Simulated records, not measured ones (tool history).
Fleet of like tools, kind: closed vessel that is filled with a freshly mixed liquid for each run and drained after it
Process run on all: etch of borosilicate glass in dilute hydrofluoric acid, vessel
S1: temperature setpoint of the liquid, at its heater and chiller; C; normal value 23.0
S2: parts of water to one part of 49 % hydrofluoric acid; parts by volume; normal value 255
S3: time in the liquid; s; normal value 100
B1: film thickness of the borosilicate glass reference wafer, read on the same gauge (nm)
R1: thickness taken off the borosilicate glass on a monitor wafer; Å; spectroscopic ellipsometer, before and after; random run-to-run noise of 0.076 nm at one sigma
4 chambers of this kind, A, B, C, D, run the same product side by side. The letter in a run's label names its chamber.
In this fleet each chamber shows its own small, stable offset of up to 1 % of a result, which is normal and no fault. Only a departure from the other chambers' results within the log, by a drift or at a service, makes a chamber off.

{"run": "1D", "hour": 3.7, "S1": 23.0, "S2": 255, "S3": 100, "B1": 50.073, "R1": 114.27}
{"run": "2C", "hour": 7.5, "S1": 23.0, "S2": 255, "S3": 100, "B1": 50.012, "R1": 112.77}
{"run": "3B", "hour": 10.1, "S1": 23.0, "S2": 255, "S3": 100, "B1": 50.024, "R1": 114.28}
{"run": "4A", "hour": 12.9, "S1": 23.0, "S2": 255, "S3": 100, "B1": 50.009, "R1": 112.54}
{"run": "5D", "hour": 15.7, "S1": 23.0, "S2": 255, "S3": 100, "B1": 49.977, "R1": 113.52}
{"run": "6B", "hour": 19.6, "S1": 23.0, "S2": 255, "S3": 100, "B1": 50.0, "R1": 113.25}
{"run": "7A", "hour": 23.3, "S1": 23.0, "S2": 255, "S3": 100, "B1": 50.034, "R1": 113.11}
{"run": "8C", "hour": 27.9, "S1": 21.0, "S2": 300, "S3": 100, "B1": 50.02, "R1": 86.777}
{"run": "9C", "hour": 32.8, "S1": 21.0, "S2": 300, "S3": 100, "B1": 49.996, "R1": 86.003}
{"run": "10D", "hour": 35.4, "S1": 21.0, "S2": 300, "S3": 100, "B1": 49.985, "R1": 85.182}
{"run": "11B", "hour": 39.9, "S1": 21.0, "S2": 300, "S3": 100, "B1": 49.972, "R1": 86.133}
{"run": "12A", "hour": 42.5, "S1": 23.0, "S2": 255, "S3": 100, "B1": 49.957, "R1": 115.49}
{"run": "13C", "hour": 46.2, "S1": 23.0, "S2": 255, "S3": 100, "B1": 50.036, "R1": 114.48}
{"run": "14B", "hour": 50.0, "S1": 23.0, "S2": 255, "S3": 100, "B1": 50.007, "R1": 114.47}
{"run": "15A", "hour": 52.9, "S1": 23.0, "S2": 255, "S3": 100, "B1": 49.995, "R1": 112.46}
{"run": "16D", "hour": 56.5, "S1": 23.0, "S2": 255, "S3": 100, "B1": 50.031, "R1": 114.85}
{"run": "17C", "hour": 61.4, "S1": 23.0, "S2": 255, "S3": 100, "B1": 49.967, "R1": 112.12}
{"run": "18B", "hour": 66.4, "S1": 23.0, "S2": 255, "S3": 100, "B1": 49.961, "R1": 113.63}
{"run": "19D", "hour": 71.1, "S1": 23.0, "S2": 255, "S3": 100, "B1": 50.044, "R1": 114.19}
{"run": "20A", "hour": 75.5, "S1": 23.0, "S2": 255, "S3": 100, "B1": 49.961, "R1": 113.23}
{"run": "21D", "hour": 79.6, "S1": 23.0, "S2": 255, "S3": 100, "B1": 49.975, "R1": 113.52}
{"run": "22C", "hour": 82.8, "S1": 23.0, "S2": 255, "S3": 100, "B1": 50.035, "R1": 110.98}
{"run": "23A", "hour": 85.4, "S1": 23.0, "S2": 255, "S3": 100, "B1": 49.982, "R1": 113.37}
{"run": "24B", "hour": 89.8, "S1": 23.0, "S2": 170, "S3": 50, "B1": 50.034, "R1": 93.657}
{"run": "25D", "hour": 94.4, "S1": 23.0, "S2": 170, "S3": 50, "B1": 49.989, "R1": 93.452}
{"run": "26A", "hour": 97.7, "S1": 23.0, "S2": 170, "S3": 50, "B1": 49.982, "R1": 91.901}
{"run": "27C", "hour": 102.8, "S1": 23.0, "S2": 170, "S3": 50, "B1": 50.003, "R1": 88.507}
{"run": "28B", "hour": 106.3, "S1": 23.0, "S2": 255, "S3": 100, "B1": 49.995, "R1": 115.1}
{"run": "29B", "hour": 109.5, "S1": 23.0, "S2": 255, "S3": 100, "B1": 49.994, "R1": 113.69}
{"run": "30D", "hour": 112.9, "S1": 26.0, "S2": 255, "S3": 100, "B1": 49.951, "R1": 126.56}
{"run": "31C", "hour": 117.8, "S1": 26.0, "S2": 255, "S3": 100, "B1": 50.005, "R1": 119.44}
{"run": "32A", "hour": 122.7, "S1": 26.0, "S2": 255, "S3": 100, "B1": 49.982, "R1": 126.56}
{"run": "33B", "hour": 125.8, "S1": 26.0, "S2": 255, "S3": 100, "B1": 50.029, "R1": 126.46}
{"run": "34D", "hour": 128.9, "S1": 27.5, "S2": 215, "S3": 100, "B1": 50.018, "R1": 165.52}
{"run": "35C", "hour": 132.4, "S1": 27.5, "S2": 215, "S3": 100, "B1": 50.03, "R1": 153.45}
{"run": "36A", "hour": 135.9, "S1": 27.5, "S2": 215, "S3": 100, "B1": 49.999, "R1": 165.8}
{"run": "37B", "hour": 140.2, "S1": 27.5, "S2": 215, "S3": 100, "B1": 50.035, "R1": 166.55}
{"run": "38C", "hour": 144.6, "S1": 23.0, "S2": 255, "S3": 100, "B1": 50.022, "R1": 105.2}
{"run": "39D", "hour": 148.0, "S1": 23.0, "S2": 170, "S3": 120, "B1": 50.016, "R1": 224.03}
{"run": "40A", "hour": 152.2, "S1": 23.0, "S2": 170, "S3": 120, "B1": 50.02, "R1": 223.86}
{"run": "41D", "hour": 156.6, "S1": 23.0, "S2": 170, "S3": 120, "B1": 50.004, "R1": 222.5}

Does one chamber stand apart from the rest, does the shared gauge drift, or is all well apart from small per-chamber offsets? Give the chamber and the most likely cause, where there is one.

It is chamber C that slowly wanders off from its peers.
What lies behind it: liquid colder than its thermometer reads (K) = 2.52.
Not necessarily distinguishable in this log from: hydrofluoric acid flow below the setpoint (%).

Chamber C could run next with any of the 4 candidate recipes listed below; each alters the usual settings, and their results appear as question marks. Which one brings its results back in line with what the other chambers deliver on the usual settings?
Maximum distance from the other chambers' mean on the usual settings for a result to count as in line: R1 2.700 Å
{"run": "42C-1", "hour": 160.3, "S1": 23.5, "S2": 255, "S3": 115, "R1": "?"}
{"run": "42C-2", "hour": 160.3, "S1": 20.5, "S2": 255, "S3": 100, "R1": "?"}
{"run": "42C-3", "hour": 160.3, "S1": 25.5, "S2": 255, "S3": 100, "R1": "?"}
{"run": "42C-4", "hour": 160.3, "S1": 22.5, "S2": 285, "S3": 100, "R1": "?"}

Other chambers, usual settings, mean: R1 113.540 Å
run=42C-1 R1=122.390
run=42C-2 R1=95.056
run=42C-3 R1=114.460
run=42C-4 R1=89.191
42C-3 is the one that brings the chamber's results back in line with the other chambers.
